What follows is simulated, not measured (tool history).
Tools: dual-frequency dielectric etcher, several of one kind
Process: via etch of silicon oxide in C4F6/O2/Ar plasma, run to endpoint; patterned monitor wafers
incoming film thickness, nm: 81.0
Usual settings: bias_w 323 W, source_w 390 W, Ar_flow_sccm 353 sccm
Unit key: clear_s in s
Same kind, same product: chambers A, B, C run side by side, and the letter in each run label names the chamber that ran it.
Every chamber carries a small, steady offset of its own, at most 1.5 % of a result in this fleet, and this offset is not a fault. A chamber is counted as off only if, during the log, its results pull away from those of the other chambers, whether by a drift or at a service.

run 1A hour=5.5 | bias_w=323 source_w=390 Ar_flow_sccm=353 | clear_s=21.672
-- hour=11.9 chamber B: source power generator calibrated
run 2C hour=12.7 | bias_w=323 source_w=390 Ar_flow_sccm=353 | clear_s=21.261
run 3B hour=22.1 | bias_w=323 source_w=390 Ar_flow_sccm=353 | clear_s=21.546
run 4B hour=31.2 | bias_w=323 source_w=390 Ar_flow_sccm=353 | clear_s=21.751
run 5C hour=41.0 | bias_w=391 source_w=390 Ar_flow_sccm=271 | clear_s=19.372
run 6A hour=50.3 | bias_w=391 source_w=390 Ar_flow_sccm=271 | clear_s=19.457
run 7C hour=58.9 | bias_w=391 source_w=390 Ar_flow_sccm=271 | clear_s=19.287
run 8A hour=63.9 | bias_w=323 source_w=390 Ar_flow_sccm=353 | clear_s=21.797
run 9B hour=71.7 | bias_w=323 source_w=390 Ar_flow_sccm=353 | clear_s=21.584
run 10A hour=77.6 | bias_w=323 source_w=390 Ar_flow_sccm=353 | clear_s=21.557
run 11C hour=82.1 | bias_w=323 source_w=390 Ar_flow_sccm=353 | clear_s=21.112
run 12B hour=91.8 | bias_w=323 source_w=390 Ar_flow_sccm=353 | clear_s=21.294
run 13C hour=99.8 | bias_w=323 source_w=390 Ar_flow_sccm=353 | clear_s=21.037
run 14A hour=108.8 | bias_w=323 source_w=390 Ar_flow_sccm=353 | clear_s=21.749
run 15B hour=118.0 | bias_w=323 source_w=390 Ar_flow_sccm=353 | clear_s=21.653
run 16C hour=127.5 | bias_w=323 source_w=390 Ar_flow_sccm=353 | clear_s=20.981
run 17B hour=135.3 | bias_w=323 source_w=390 Ar_flow_sccm=353 | clear_s=21.592
run 18A hour=143.2 | bias_w=323 source_w=390 Ar_flow_sccm=353 | clear_s=21.504
run 19A hour=150.5 | bias_w=323 source_w=470 Ar_flow_sccm=399 | clear_s=20.584
run 20B hour=160.3 | bias_w=323 source_w=470 Ar_flow_sccm=399 | clear_s=20.554
run 21C hour=168.3 | bias_w=323 source_w=470 Ar_flow_sccm=399 | clear_s=19.700
run 22A hour=175.9 | bias_w=323 source_w=390 Ar_flow_sccm=353 | clear_s=21.504
run 23B hour=180.3 | bias_w=323 source_w=390 Ar_flow_sccm=353 | clear_s=21.842
run 24C hour=186.6 | bias_w=323 source_w=390 Ar_flow_sccm=353 | clear_s=20.865
run 25B hour=191.2 | bias_w=323 source_w=390 Ar_flow_sccm=353 | clear_s=21.526
run 26A hour=195.8 | bias_w=323 source_w=390 Ar_flow_sccm=353 | clear_s=21.694
run 27C hour=202.8 | bias_w=323 source_w=390 Ar_flow_sccm=353 | clear_s=20.724
run 28A hour=211.5 | bias_w=323 source_w=350 Ar_flow_sccm=421 | clear_s=22.759
run 29C hour=220.7 | bias_w=323 source_w=350 Ar_flow_sccm=421 | clear_s=21.982
run 30B hour=229.6 | bias_w=323 source_w=350 Ar_flow_sccm=421 | clear_s=23.062
run 31A hour=234.4 | bias_w=323 source_w=390 Ar_flow_sccm=353 | clear_s=21.555
run 32B hour=240.6 | bias_w=323 source_w=390 Ar_flow_sccm=353 | clear_s=21.599
run 33C hour=247.9 | bias_w=323 source_w=390 Ar_flow_sccm=353 | clear_s=20.687
run 34B hour=257.0 | bias_w=323 source_w=390 Ar_flow_sccm=353 | clear_s=21.784
run 35C hour=261.4 | bias_w=391 source_w=390 Ar_flow_sccm=316 | clear_s=19.133
run 36A hour=266.6 | bias_w=391 source_w=390 Ar_flow_sccm=316 | clear_s=20.131
run 37C hour=274.8 | bias_w=391 source_w=390 Ar_flow_sccm=316 | clear_s=18.925
run 38B hour=284.6 | bias_w=323 source_w=390 Ar_flow_sccm=353 | clear_s=21.532
-- hour=287.8 chamber B: wet clean of the chamber
run 39A hour=292.5 | bias_w=323 source_w=390 Ar_flow_sccm=353 | clear_s=21.344
run 40C hour=297.6 | bias_w=323 source_w=320 Ar_flow_sccm=353 | clear_s=21.988
run 41A hour=304.6 | bias_w=323 source_w=320 Ar_flow_sccm=353 | clear_s=23.413
run 42B hour=312.3 | bias_w=323 source_w=320 Ar_flow_sccm=353 | clear_s=23.155
run 43C hour=316.6 | bias_w=323 source_w=390 Ar_flow_sccm=353 | clear_s=20.345

Has any chamber moved away from the others, gradually or after a service, or does the common gauge drift, or do the chambers differ only by their own small steady offsets? State the chamber and the most likely cause if one applies.

One chamber, C, drifts off from the rest bit by bit.
Cause: etch rate over this chamber's usual, % = 4.43.

Below are 4 candidate recipes for chamber C's next run, each the usual settings with a change, their results shown as question marks. Which of them brings C's results back in line with what the other chambers give on the usual settings?
A result is in line if it is within this distance of the other chambers' mean on the usual settings: clear_s 0.520 s
run 44C-1 hour=323.7 | bias_w=269 source_w=390 Ar_flow_sccm=372 | clear_s=?
run 44C-2 hour=323.7 | bias_w=348 source_w=420 Ar_flow_sccm=344 | clear_s=?
run 44C-3 hour=323.7 | bias_w=315 source_w=380 Ar_flow_sccm=356 | clear_s=?
run 44C-4 hour=323.7 | bias_w=340 source_w=390 Ar_flow_sccm=347 | clear_s=?

Other chambers, usual settings, mean: clear_s 21.642 s
run=44C-1 clear_s=21.881
run=44C-2 clear_s=19.295
run=44C-3 clear_s=20.837
run=44C-4 clear_s=20.031
44C-1 puts the chamber back in line with the other chambers.

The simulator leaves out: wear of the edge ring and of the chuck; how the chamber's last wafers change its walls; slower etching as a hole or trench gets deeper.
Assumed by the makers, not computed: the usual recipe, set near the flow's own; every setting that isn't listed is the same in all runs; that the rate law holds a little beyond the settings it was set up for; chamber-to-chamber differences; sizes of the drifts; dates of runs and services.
